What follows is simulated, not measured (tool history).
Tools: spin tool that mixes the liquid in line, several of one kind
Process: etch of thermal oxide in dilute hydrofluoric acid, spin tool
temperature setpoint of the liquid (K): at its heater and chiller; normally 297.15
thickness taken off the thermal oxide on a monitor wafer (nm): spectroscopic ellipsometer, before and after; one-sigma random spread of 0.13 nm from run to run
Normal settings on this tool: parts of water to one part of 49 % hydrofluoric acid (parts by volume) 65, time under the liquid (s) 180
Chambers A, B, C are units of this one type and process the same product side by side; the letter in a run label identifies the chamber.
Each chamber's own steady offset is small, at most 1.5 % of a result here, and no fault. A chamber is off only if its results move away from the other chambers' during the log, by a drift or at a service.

run	hour	temperature setpoint of the liquid (K)	parts of water to one part of 49 % hydrofluoric acid (parts by volume)	time under the liquid (s)	read-back film thickness of the thermal oxide reference wafer, read on the same gauge (nm)	thickness taken off the thermal oxide on a monitor wafer (nm)
1C	8.9	297.15	65	180	109.99	14.205
2B	16.3	297.15	65	180	109.97	14.35
3A	25	297.15	65	180	109.95	14.183
4A	33.4	297.15	65	180	109.96	14.078
5C	40.1	297.15	65	180	110.04	14.075
6B	50.8	297.15	65	180	110.02	14.185
7C	62.3	297.15	65	180	110.04	14.052
8B	68.9	297.15	65	180	110.02	14.325
9A	75	293.65	40	180	109.95	20.084
10B	85.4	293.65	40	180	109.99	20.566
11A	90.7	293.65	40	180	110	19.939
12C	97.4	297.15	65	180	109.99	14.049
13C	104.9	297.15	65	180	109.99	14.065
14A	114.4	301.65	90	180	110	11.688
15B	125.4	301.65	90	180	110.03	12.021
16C	132	301.65	90	180	110.01	11.535
17A	138.3	297.15	65	180	110.01	14.048
18B	144.6	297.15	75	180	109.99	11.942
19C	154	297.15	75	180	109.95	12.079
# hour 160.9: chamber A: hydrofluoric acid flow meter replaced
20A	163.7	297.15	75	180	110.03	12.064
21B	171.2	297.15	65	180	109.96	14.332
22B	176.3	297.15	65	180	109.99	14.25
23C	182.6	297.15	65	180	110.02	13.873
24A	189.2	297.15	65	180	110.02	14.029
25B	197.9	297.15	65	180	110	14.349
26C	204.2	297.15	65	180	109.97	14.297
27A	212.2	292.65	75	180	110.01	9.9912
28C	219.4	292.65	75	180	109.95	10.116
29B	225.8	292.65	75	180	110	10.065

Next, every chamber runs the same settings. What will each give?
30A	234.1	297.15	65	245		?
30B	234.1	297.15	65	245		?
30C	234.1	297.15	65	245		?

run	thickness taken off the thermal oxide on a monitor wafer (nm)
30A	19.232
30B	19.202
30C	18.878

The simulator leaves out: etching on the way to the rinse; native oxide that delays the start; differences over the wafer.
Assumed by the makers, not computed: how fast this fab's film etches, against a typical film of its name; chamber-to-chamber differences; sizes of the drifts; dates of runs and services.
